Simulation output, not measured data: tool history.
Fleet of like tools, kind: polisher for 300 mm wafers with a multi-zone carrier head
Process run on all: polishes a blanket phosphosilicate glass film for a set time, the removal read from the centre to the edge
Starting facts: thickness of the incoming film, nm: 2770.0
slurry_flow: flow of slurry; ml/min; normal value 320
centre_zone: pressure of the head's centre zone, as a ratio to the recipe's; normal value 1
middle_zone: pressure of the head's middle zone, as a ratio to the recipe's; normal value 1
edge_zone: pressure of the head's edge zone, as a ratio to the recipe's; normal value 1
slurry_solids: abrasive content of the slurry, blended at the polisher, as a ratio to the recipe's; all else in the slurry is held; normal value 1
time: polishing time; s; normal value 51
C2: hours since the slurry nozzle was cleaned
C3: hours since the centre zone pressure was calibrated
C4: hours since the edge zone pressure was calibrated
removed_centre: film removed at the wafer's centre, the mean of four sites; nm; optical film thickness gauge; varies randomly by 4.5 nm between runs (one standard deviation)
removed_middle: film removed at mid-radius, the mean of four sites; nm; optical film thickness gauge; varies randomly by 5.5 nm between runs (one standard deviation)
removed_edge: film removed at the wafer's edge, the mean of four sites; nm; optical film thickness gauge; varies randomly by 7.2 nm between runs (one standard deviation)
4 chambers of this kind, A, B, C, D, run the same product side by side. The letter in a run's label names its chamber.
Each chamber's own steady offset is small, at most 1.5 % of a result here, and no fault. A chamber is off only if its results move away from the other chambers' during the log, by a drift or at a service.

run 1C day=0.275 | slurry_flow=320 centre_zone=1 middle_zone=1 edge_zone=1 slurry_solids=1 time=51 | wafers_polished_on_this_pad=720 C2=201.7 C3=7 C4=154.1 | removed_centre=532.12 removed_middle=536.96 removed_edge=527.22
-- day=0.479 chamber A: worn pad replaced by a new one
-- day=0.538 chamber D: worn pad replaced by a new one
run 2D day=0.583 | slurry_flow=320 centre_zone=1 middle_zone=1 edge_zone=1 slurry_solids=1 time=51 | wafers_polished_on_this_pad=14 C2=503.5 C3=202.6 C4=143.4 | removed_centre=530.73 removed_middle=535.26 removed_edge=537.89
run 3A day=0.85 | slurry_flow=320 centre_zone=1 middle_zone=1 edge_zone=1 slurry_solids=1 time=51 | wafers_polished_on_this_pad=105 C2=35.5 C3=88.8 C4=869.1 | removed_centre=527.56 removed_middle=525.04 removed_edge=530.73
run 4B day=1.075 | slurry_flow=320 centre_zone=1 middle_zone=1 edge_zone=1 slurry_solids=1 time=51 | wafers_polished_on_this_pad=460 C2=33 C3=443.1 C4=521.9 | removed_centre=535.94 removed_middle=534.72 removed_edge=514.55
run 5A day=1.238 | slurry_flow=320 centre_zone=1 middle_zone=1 edge_zone=1 slurry_solids=1 time=51 | wafers_polished_on_this_pad=214 C2=44.8 C3=98.1 C4=878.4 | removed_centre=529.13 removed_middle=522.89 removed_edge=535.33
run 6C day=1.4 | slurry_flow=320 centre_zone=1 middle_zone=0.92 edge_zone=1 slurry_solids=1 time=63 | wafers_polished_on_this_pad=1036 C2=228.7 C3=34 C4=181.1 | removed_centre=665.49 removed_middle=611.86 removed_edge=657.6
run 7D day=1.667 | slurry_flow=320 centre_zone=1 middle_zone=0.92 edge_zone=1 slurry_solids=1 time=63 | wafers_polished_on_this_pad=318 C2=529.5 C3=228.6 C4=169.4 | removed_centre=664.46 removed_middle=607.61 removed_edge=653.98
run 8B day=2 | slurry_flow=320 centre_zone=1 middle_zone=0.92 edge_zone=1 slurry_solids=1 time=63 | wafers_polished_on_this_pad=720 C2=55.2 C3=465.3 C4=544.1 | removed_centre=652.52 removed_middle=607.8 removed_edge=661.26
-- day=2.254 chamber C: worn pad replaced by a new one
run 9A day=2.329 | slurry_flow=320 centre_zone=1 middle_zone=0.92 edge_zone=1 slurry_solids=1 time=63 | wafers_polished_on_this_pad=520 C2=71 C3=124.3 C4=904.6 | removed_centre=660.1 removed_middle=597.13 removed_edge=640.4
run 10C day=2.517 | slurry_flow=320 centre_zone=1 middle_zone=1 edge_zone=1 slurry_solids=1 time=51 | wafers_polished_on_this_pad=74 C2=255.5 C3=60.8 C4=207.9 | removed_centre=535.77 removed_middle=532.51 removed_edge=525.94
run 11B day=2.708 | slurry_flow=320 centre_zone=1 middle_zone=1 edge_zone=1 slurry_solids=1 time=51 | wafers_polished_on_this_pad=919 C2=72.2 C3=482.3 C4=561.1 | removed_centre=535 removed_middle=527.95 removed_edge=529.14
-- day=2.858 chamber B: worn pad replaced by a new one
-- day=2.883 chamber A: worn pad replaced by a new one
run 12D day=2.9 | slurry_flow=320 centre_zone=1 middle_zone=1 edge_zone=1 slurry_solids=1 time=51 | wafers_polished_on_this_pad=664 C2=559.1 C3=258.2 C4=199 | removed_centre=538.16 removed_middle=530.55 removed_edge=510.86
run 13B day=3.104 | slurry_flow=320 centre_zone=1 middle_zone=1 edge_zone=1 slurry_solids=1 time=51 | wafers_polished_on_this_pad=69 C2=81.7 C3=491.8 C4=570.6 | removed_centre=543.42 removed_middle=531.52 removed_edge=522.51
run 14C day=3.442 | slurry_flow=320 centre_zone=1 middle_zone=1 edge_zone=1 slurry_solids=1 time=51 | wafers_polished_on_this_pad=334 C2=277.7 C3=83 C4=230.1 | removed_centre=537.29 removed_middle=527.79 removed_edge=522.31
run 15A day=3.679 | slurry_flow=320 centre_zone=1 middle_zone=1 edge_zone=1 slurry_solids=1 time=51 | wafers_polished_on_this_pad=223 C2=103.4 C3=156.7 C4=937 | removed_centre=536.33 removed_middle=532.76 removed_edge=536.52
-- day=3.925 chamber D: worn pad replaced by a new one
run 16D day=3.925 | slurry_flow=320 centre_zone=1 middle_zone=1 edge_zone=0.93 slurry_solids=1 time=65 | wafers_polished_on_this_pad=1 C2=583.7 C3=282.8 C4=223.6 | removed_centre=681.66 removed_middle=678.84 removed_edge=659.17
run 17A day=4.133 | slurry_flow=320 centre_zone=1 middle_zone=1 edge_zone=0.93 slurry_solids=1 time=65 | wafers_polished_on_this_pad=351 C2=114.3 C3=167.6 C4=947.9 | removed_centre=685.47 removed_middle=672.1 removed_edge=659.58
run 18B day=4.421 | slurry_flow=320 centre_zone=1 middle_zone=1 edge_zone=0.93 slurry_solids=1 time=65 | wafers_polished_on_this_pad=438 C2=113.3 C3=523.4 C4=602.2 | removed_centre=676.06 removed_middle=680.73 removed_edge=651.34
run 19D day=4.646 | slurry_flow=320 centre_zone=1 middle_zone=1 edge_zone=0.93 slurry_solids=1 time=65 | wafers_polished_on_this_pad=203 C2=601 C3=300.1 C4=240.9 | removed_centre=681.36 removed_middle=677.76 removed_edge=660.45
run 20C day=4.971 | slurry_flow=320 centre_zone=1 middle_zone=1 edge_zone=1 slurry_solids=1 time=51 | wafers_polished_on_this_pad=763 C2=314.4 C3=119.7 C4=266.8 | removed_centre=540.02 removed_middle=539.42 removed_edge=524.89
run 21B day=5.242 | slurry_flow=320 centre_zone=1 middle_zone=1 edge_zone=1 slurry_solids=1 time=51 | wafers_polished_on_this_pad=669 C2=133 C3=543.1 C4=621.9 | removed_centre=534.4 removed_middle=530.94 removed_edge=529.29
-- day=5.325 chamber A: worn pad replaced by a new one
run 22D day=5.471 | slurry_flow=320 centre_zone=1 middle_zone=1 edge_zone=1 slurry_solids=1 time=51 | wafers_polished_on_this_pad=435 C2=620.8 C3=319.9 C4=260.7 | removed_centre=536.65 removed_middle=537.62 removed_edge=536.81
-- day=5.767 chamber C: slurry nozzle cleaned
run 23C day=5.8 | slurry_flow=320 centre_zone=1 middle_zone=1 edge_zone=1 slurry_solids=1 time=51 | wafers_polished_on_this_pad=996 C2=0.9 C3=139.6 C4=286.7 | removed_centre=545.56 removed_middle=523.91 removed_edge=521.28
-- day=5.996 chamber D: slurry nozzle cleaned
run 24A day=6.05 | slurry_flow=320 centre_zone=1 middle_zone=1 edge_zone=1 slurry_solids=1 time=51 | wafers_polished_on_this_pad=204 C2=160.3 C3=213.6 C4=993.9 | removed_centre=526.41 removed_middle=535.24 removed_edge=529.34
run 25D day=6.242 | slurry_flow=320 centre_zone=1 middle_zone=1 edge_zone=1 slurry_solids=1 time=51 | wafers_polished_on_this_pad=651 C2=6 C3=338.4 C4=279.2 | removed_centre=536.74 removed_middle=536.95 removed_edge=519.74
-- day=6.35 chamber D: centre zone pressure recalibrated
-- day=6.383 chamber B: worn pad replaced by a new one
run 26C day=6.567 | slurry_flow=320 centre_zone=1 middle_zone=1.05 edge_zone=1 slurry_solids=0.75 time=51 | wafers_polished_on_this_pad=1211 C2=19.3 C3=158 C4=305.1 | removed_centre=463.68 removed_middle=484.96 removed_edge=455.61
run 27A day=6.75 | slurry_flow=320 centre_zone=1 middle_zone=1.05 edge_zone=1 slurry_solids=0.75 time=51 | wafers_polished_on_this_pad=400 C2=177.1 C3=230.4 C4=1010.7 | removed_centre=457.3 removed_middle=482.49 removed_edge=469.86
run 28B day=6.929 | slurry_flow=320 centre_zone=1 middle_zone=1.05 edge_zone=1 slurry_solids=0.75 time=51 | wafers_polished_on_this_pad=154 C2=173.5 C3=583.6 C4=662.4 | removed_centre=463.2 removed_middle=490.95 removed_edge=466.67
-- day=7.017 chamber C: worn pad replaced by a new one
run 29C day=7.196 | slurry_flow=320 centre_zone=1 middle_zone=1.05 edge_zone=1 slurry_solids=0.75 time=51 | wafers_polished_on_this_pad=50 C2=34.4 C3=173.1 C4=320.2 | removed_centre=467.71 removed_middle=479.77 removed_edge=463.51
-- day=7.312 chamber D: worn pad replaced by a new one
run 30D day=7.375 | slurry_flow=320 centre_zone=1 middle_zone=1 edge_zone=1 slurry_solids=1 time=51 | wafers_polished_on_this_pad=17 C2=33.2 C3=24.7 C4=306.4 | removed_centre=576.62 removed_middle=535.97 removed_edge=525
run 31B day=7.667 | slurry_flow=320 centre_zone=1 middle_zone=1 edge_zone=0.9 slurry_solids=1 time=51 | wafers_polished_on_this_pad=361 C2=191.2 C3=601.3 C4=680.1 | removed_centre=529.27 removed_middle=538.61 removed_edge=492.82
-- day=7.721 chamber A: worn pad replaced by a new one
run 32A day=7.85 | slurry_flow=320 centre_zone=1 middle_zone=1 edge_zone=0.9 slurry_solids=1 time=51 | wafers_polished_on_this_pad=36 C2=203.5 C3=256.8 C4=1037.1 | removed_centre=530.49 removed_middle=519.02 removed_edge=500.48
run 33B day=8.158 | slurry_flow=320 centre_zone=1 middle_zone=1 edge_zone=0.9 slurry_solids=1 time=51 | wafers_polished_on_this_pad=499 C2=203 C3=613.1 C4=691.9 | removed_centre=529.76 removed_middle=533.71 removed_edge=505.97
run 34D day=8.392 | slurry_flow=320 centre_zone=1 middle_zone=1 edge_zone=0.9 slurry_solids=1 time=51 | wafers_polished_on_this_pad=303 C2=57.6 C3=49.1 C4=330.8 | removed_centre=571.53 removed_middle=528.14 removed_edge=506.03
run 35C day=8.646 | slurry_flow=320 centre_zone=1 middle_zone=1 edge_zone=0.9 slurry_solids=1 time=34 | wafers_polished_on_this_pad=457 C2=69.2 C3=207.9 C4=355 | removed_centre=357.52 removed_middle=354.36 removed_edge=337.85
run 36A day=8.821 | slurry_flow=320 centre_zone=1 middle_zone=1 edge_zone=0.9 slurry_solids=1 time=34 | wafers_polished_on_this_pad=309 C2=226.8 C3=280.1 C4=1060.4 | removed_centre=356.72 removed_middle=358.19 removed_edge=336.38
run 37B day=9.112 | slurry_flow=320 centre_zone=1 middle_zone=1 edge_zone=0.9 slurry_solids=1 time=34 | wafers_polished_on_this_pad=767 C2=225.9 C3=636 C4=714.8 | removed_centre=359.3 removed_middle=362.78 removed_edge=334
-- day=9.2 chamber B: centre zone pressure recalibrated
-- day=9.312 chamber D: edge zone pressure recalibrated
run 38D day=9.358 | slurry_flow=320 centre_zone=1 middle_zone=1 edge_zone=0.9 slurry_solids=1 time=34 | wafers_polished_on_this_pad=574 C2=80.8 C3=72.3 C4=1.2 | removed_centre=376.22 removed_middle=352.78 removed_edge=336.4
run 39A day=9.542 | slurry_flow=320 centre_zone=1 middle_zone=1 edge_zone=1 slurry_solids=1 time=65 | wafers_polished_on_this_pad=511 C2=244.1 C3=297.4 C4=1077.7 | removed_centre=673.78 removed_middle=678.69 removed_edge=675.19
run 40C day=9.725 | slurry_flow=320 centre_zone=1 middle_zone=1 edge_zone=1 slurry_solids=1 time=65 | wafers_polished_on_this_pad=760 C2=95.1 C3=233.8 C4=380.9 | removed_centre=672.04 removed_middle=676.4 removed_edge=674.59
run 41B day=9.938 | slurry_flow=320 centre_zone=1 middle_zone=1 edge_zone=1 slurry_solids=1 time=65 | wafers_polished_on_this_pad=998 C2=245.7 C3=17.8 C4=734.6 | removed_centre=674.94 removed_middle=692.66 removed_edge=680
run 42C day=10.271 | slurry_flow=320 centre_zone=1 middle_zone=1 edge_zone=1 slurry_solids=1 time=65 | wafers_polished_on_this_pad=914 C2=108.2 C3=246.9 C4=394 | removed_centre=686.83 removed_middle=681.27 removed_edge=664.97
-- day=10.5 chamber A: worn pad replaced by a new one
run 43D day=10.504 | slurry_flow=320 centre_zone=1 middle_zone=1 edge_zone=1 slurry_solids=1 time=51 | wafers_polished_on_this_pad=896 C2=108.3 C3=99.8 C4=28.7 | removed_centre=579.66 removed_middle=532.19 removed_edge=526.82
run 44A day=10.742 | slurry_flow=320 centre_zone=1.06 middle_zone=1 edge_zone=1 slurry_solids=1 time=51 | wafers_polished_on_this_pad=68 C2=272.9 C3=326.2 C4=1106.5 | removed_centre=568.36 removed_middle=521.27 removed_edge=540.98

All 4 chambers run these settings next. Forecast each chamber's results:
run 45A day=10.983 | slurry_flow=320 centre_zone=1 middle_zone=0.92 edge_zone=1 slurry_solids=1 time=51 | removed_centre=? removed_middle=? removed_edge=?
run 45B day=10.983 | slurry_flow=320 centre_zone=1 middle_zone=0.92 edge_zone=1 slurry_solids=1 time=51 | removed_centre=? removed_middle=? removed_edge=?
run 45C day=10.983 | slurry_flow=320 centre_zone=1 middle_zone=0.92 edge_zone=1 slurry_solids=1 time=51 | removed_centre=? removed_middle=? removed_edge=?
run 45D day=10.983 | slurry_flow=320 centre_zone=1 middle_zone=0.92 edge_zone=1 slurry_solids=1 time=51 | removed_centre=? removed_middle=? removed_edge=?

run=45A removed_centre=525.92 removed_middle=493.46 removed_edge=545.3
run=45B removed_centre=534.02 removed_middle=491.84 removed_edge=531.66
run=45C removed_centre=533.86 removed_middle=500.84 removed_edge=527.55
run=45D removed_centre=573.21 removed_middle=486.46 removed_edge=538.99
